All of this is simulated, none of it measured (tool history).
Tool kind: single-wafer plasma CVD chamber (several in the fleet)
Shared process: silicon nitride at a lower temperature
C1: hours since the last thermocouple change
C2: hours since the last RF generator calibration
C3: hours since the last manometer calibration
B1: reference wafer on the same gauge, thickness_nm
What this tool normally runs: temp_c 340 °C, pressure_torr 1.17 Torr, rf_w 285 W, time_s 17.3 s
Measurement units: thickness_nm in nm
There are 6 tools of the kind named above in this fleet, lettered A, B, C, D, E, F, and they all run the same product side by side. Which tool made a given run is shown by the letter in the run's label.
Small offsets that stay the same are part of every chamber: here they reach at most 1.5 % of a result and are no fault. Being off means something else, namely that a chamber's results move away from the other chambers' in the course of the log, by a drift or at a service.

Run 1A, hour 12.1: usual settings; C1 318.0; C2 1056.3; C3 1781.2; B1 17.700. Result: thickness_nm 18.034 nm.
Run 2E, hour 24.0: usual settings; C1 193.4; C2 1549.4; C3 1530.2; B1 17.697. Result: thickness_nm 18.195 nm.
Run 3C, hour 33.2: usual settings; C1 1936.1; C2 279.9; C3 1476.1; B1 17.701. Result: thickness_nm 18.000 nm.
Run 4D, hour 44.9: usual settings; C1 85.5; C2 66.2; C3 1884.7; B1 17.692. Result: thickness_nm 17.858 nm.
Run 5B, hour 52.9: usual settings; C1 1616.6; C2 672.2; C3 827.0; B1 17.687. Result: thickness_nm 17.948 nm.
Run 6F, hour 64.2: usual settings but rf_w 310 W, time_s 15.8 s; C1 1153.9; C2 210.3; C3 1646.9; B1 17.701. Result: thickness_nm 17.369 nm.
Run 7D, hour 69.7: usual settings but rf_w 310 W, time_s 15.8 s; C1 110.3; C2 91.0; C3 1909.5; B1 17.698. Result: thickness_nm 17.371 nm.
Run 8C, hour 76.5: usual settings but rf_w 310 W, time_s 15.8 s; C1 1979.4; C2 323.2; C3 1519.4; B1 17.692. Result: thickness_nm 17.414 nm.
Run 9A, hour 87.3: usual settings but rf_w 310 W, time_s 15.8 s; C1 393.2; C2 1131.5; C3 1856.4; B1 17.708. Result: thickness_nm 17.345 nm.
Run 10F, hour 99.1: usual settings but rf_w 310 W, time_s 15.8 s; C1 1188.8; C2 245.2; C3 1681.8; B1 17.703. Result: thickness_nm 17.495 nm.
Run 11E, hour 104.7: usual settings but rf_w 310 W, time_s 15.8 s; C1 274.1; C2 1630.1; C3 1610.9; B1 17.702. Result: thickness_nm 17.634 nm.
At hour 107.8: chamber A: capacitance manometer re-zeroed and calibrated.
Run 12B, hour 111.4: usual settings; C1 1675.1; C2 730.7; C3 885.5; B1 17.690. Result: thickness_nm 18.021 nm.
Run 13E, hour 117.9: usual settings; C1 287.3; C2 1643.3; C3 1624.1; B1 17.702. Result: thickness_nm 18.232 nm.
Run 14D, hour 126.5: usual settings but time_s 15.8 s; C1 167.1; C2 147.8; C3 1966.3; B1 17.697. Result: thickness_nm 16.419 nm.
Run 15A, hour 132.9: usual settings but time_s 15.8 s; C1 438.8; C2 1177.1; C3 25.1; B1 17.687. Result: thickness_nm 16.290 nm.
Run 16B, hour 143.4: usual settings but time_s 15.8 s; C1 1707.1; C2 762.7; C3 917.5; B1 17.702. Result: thickness_nm 16.444 nm.
Run 17C, hour 154.8: usual settings but time_s 15.8 s; C1 2057.7; C2 401.5; C3 1597.7; B1 17.710. Result: thickness_nm 16.503 nm.
Run 18F, hour 161.0: usual settings but time_s 15.8 s; C1 1250.7; C2 307.1; C3 1743.7; B1 17.700. Result: thickness_nm 16.479 nm.
Run 19B, hour 167.5: usual settings but time_s 15.8 s; C1 1731.2; C2 786.8; C3 941.6; B1 17.704. Result: thickness_nm 16.517 nm.
Run 20F, hour 176.5: usual settings; C1 1266.2; C2 322.6; C3 1759.2; B1 17.721. Result: thickness_nm 18.087 nm.
Run 21D, hour 184.3: usual settings; C1 224.9; C2 205.6; C3 2024.1; B1 17.687. Result: thickness_nm 17.835 nm.
Run 22C, hour 191.3: usual settings; C1 2094.2; C2 438.0; C3 1634.2; B1 17.694. Result: thickness_nm 17.991 nm.
Run 23A, hour 201.8: usual settings; C1 507.7; C2 1246.0; C3 94.0; B1 17.695. Result: thickness_nm 17.578 nm.
Run 24E, hour 211.4: usual settings; C1 380.8; C2 1736.8; C3 1717.6; B1 17.701. Result: thickness_nm 18.246 nm.
Run 25C, hour 217.1: usual settings; C1 2120.0; C2 463.8; C3 1660.0; B1 17.690. Result: thickness_nm 17.928 nm.
Run 26E, hour 229.0: usual settings; C1 398.4; C2 1754.4; C3 1735.2; B1 17.703. Result: thickness_nm 18.224 nm.
Run 27F, hour 240.5: usual settings; C1 1330.2; C2 386.6; C3 1823.2; B1 17.709. Result: thickness_nm 18.013 nm.
Run 28A, hour 252.4: usual settings; C1 558.3; C2 1296.6; C3 144.6; B1 17.722. Result: thickness_nm 17.597 nm.
Run 29D, hour 258.4: usual settings; C1 299.0; C2 279.7; C3 2098.2; B1 17.705. Result: thickness_nm 17.970 nm.
Run 30B, hour 266.4: usual settings; C1 1830.1; C2 885.7; C3 1040.5; B1 17.693. Result: thickness_nm 17.975 nm.
Run 31F, hour 275.7: usual settings; C1 1365.4; C2 421.8; C3 1858.4; B1 17.703. Result: thickness_nm 18.119 nm.
Run 32B, hour 286.9: usual settings but pressure_torr 1.35 Torr, time_s 15.2 s; C1 1850.6; C2 906.2; C3 1061.0; B1 17.689. Result: thickness_nm 16.474 nm.
Run 33A, hour 293.0: usual settings but pressure_torr 1.35 Torr, time_s 15.2 s; C1 598.9; C2 1337.2; C3 185.2; B1 17.692. Result: thickness_nm 15.998 nm.
Run 34D, hour 301.0: usual settings but pressure_torr 1.35 Torr, time_s 15.2 s; C1 341.6; C2 322.3; C3 2140.8; B1 17.693. Result: thickness_nm 16.451 nm.
Run 35C, hour 310.6: usual settings but pressure_torr 1.35 Torr, time_s 15.2 s; C1 2213.5; C2 557.3; C3 1753.5; B1 17.701. Result: thickness_nm 16.466 nm.
Run 36E, hour 317.1: usual settings but pressure_torr 1.35 Torr, time_s 15.2 s; C1 486.5; C2 1842.5; C3 1823.3; B1 17.694. Result: thickness_nm 16.810 nm.
Run 37A, hour 324.1: usual settings but pressure_torr 1.35 Torr, time_s 15.2 s; C1 630.0; C2 1368.3; C3 216.3; B1 17.709. Result: thickness_nm 15.911 nm.

The same settings go to every chamber for the next run, one line per chamber below. Forecast the results for each:
Run 38A, hour 332.8: usual settings but rf_w 315 W. Result: thickness_nm ?.
Run 38B, hour 332.8: usual settings but rf_w 315 W. Result: thickness_nm ?.
Run 38C, hour 332.8: usual settings but rf_w 315 W. Result: thickness_nm ?.
Run 38D, hour 332.8: usual settings but rf_w 315 W. Result: thickness_nm ?.
Run 38E, hour 332.8: usual settings but rf_w 315 W. Result: thickness_nm ?.
Run 38F, hour 332.8: usual settings but rf_w 315 W. Result: thickness_nm ?.

run  thickness_nm
38A        18.657
38B        19.388
38C        19.305
38D        19.080
38E        19.503
38F        19.324
